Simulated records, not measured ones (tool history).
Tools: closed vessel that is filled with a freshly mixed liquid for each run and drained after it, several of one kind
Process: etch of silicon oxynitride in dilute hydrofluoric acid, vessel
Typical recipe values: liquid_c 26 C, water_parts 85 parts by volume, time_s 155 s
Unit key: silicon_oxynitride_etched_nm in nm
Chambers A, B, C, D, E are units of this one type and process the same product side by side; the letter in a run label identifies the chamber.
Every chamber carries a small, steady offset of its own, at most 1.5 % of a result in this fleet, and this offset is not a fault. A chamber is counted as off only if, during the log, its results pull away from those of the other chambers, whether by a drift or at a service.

| run | hour | liquid_c | water_parts | time_s | read-back film thickness of the silicon oxynitride reference wafer, read on the same gauge (nm) | silicon_oxynitride_etched_nm |
|---|---|---|---|---|---|---|
| 1D | 7.5 | 26 | 85 | 155 | 39.978 | 9.7429 |
| 2B | 11.5 | 26 | 85 | 155 | 39.995 | 9.8299 |
| 3A | 16.8 | 26 | 85 | 155 | 40.023 | 9.7748 |
| 4E | 20.6 | 26 | 85 | 155 | 40.029 | 9.6501 |
| 5C | 26.6 | 26 | 85 | 155 | 39.946 | 9.8224 |
| 6E | 32.8 | 26 | 85 | 155 | 39.972 | 9.7308 |
| 7B | 38.3 | 26 | 85 | 155 | 40.029 | 9.7684 |
| 8A | 43.8 | 30.5 | 65 | 155 | 39.987 | 16.29 |
| 9D | 48.2 | 30.5 | 65 | 155 | 40.025 | 16.06 |
| 10C | 53.1 | 30.5 | 65 | 155 | 40.015 | 16.059 |
| 11C | 59.4 | 30.5 | 65 | 155 | 40.026 | 16.106 |
|  | 61.3 | chamber E: hydrofluoric acid flow meter replaced |
| 12B | 66.5 | 30.5 | 65 | 155 | 39.955 | 16.113 |
|  | 70.6 | chamber B: thermometer replaced |
| 13D | 73.3 | 26 | 85 | 155 | 40.019 | 9.7887 |
| 14E | 78.6 | 26 | 85 | 155 | 40 | 9.7597 |
| 15A | 86.4 | 30 | 85 | 155 | 39.988 | 11.993 |
|  | 94.4 | chamber D: hydrofluoric acid flow meter replaced |
| 16C | 94.4 | 30 | 85 | 155 | 39.941 | 11.746 |
| 17E | 101 | 30 | 85 | 155 | 40.016 | 11.741 |
| 18B | 108.4 | 30 | 85 | 155 | 40.002 | 11.66 |
| 19D | 113.8 | 30 | 85 | 155 | 39.993 | 11.728 |
| 20A | 120 | 26 | 85 | 155 | 39.959 | 10.076 |
| 21C | 124.1 | 26 | 85 | 155 | 39.993 | 9.8111 |
| 22A | 130.8 | 26 | 85 | 155 | 39.994 | 10.145 |
| 23B | 135.3 | 26 | 85 | 155 | 39.957 | 9.7907 |
| 24D | 138.8 | 26 | 85 | 155 | 39.998 | 9.9121 |
| 25E | 143.9 | 26 | 85 | 155 | 40.013 | 9.7422 |
| 26C | 151.5 | 26 | 85 | 155 | 39.998 | 9.8985 |
| 27D | 157.7 | 26 | 85 | 200 | 40.013 | 12.622 |
| 28A | 163.9 | 26 | 85 | 200 | 39.966 | 13.375 |
| 29E | 168.4 | 26 | 85 | 200 | 40.014 | 12.634 |
| 30B | 172.5 | 26 | 85 | 200 | 39.968 | 12.637 |
| 31E | 178.9 | 26 | 85 | 200 | 39.954 | 12.573 |

Next, all 5 chambers run the settings below, one line each with question marks for the results. What does each chamber give?
| 32A | 184.7 | 26 | 85 | 155 |  | ? |
| 32B | 184.7 | 26 | 85 | 155 |  | ? |
| 32C | 184.7 | 26 | 85 | 155 |  | ? |
| 32D | 184.7 | 26 | 85 | 155 |  | ? |
| 32E | 184.7 | 26 | 85 | 155 |  | ? |

| run | silicon_oxynitride_etched_nm |
|---|---|
| 32A | 10.436 |
| 32B | 9.7478 |
| 32C | 9.7794 |
| 32D | 9.7482 |
| 32E | 9.7239 |
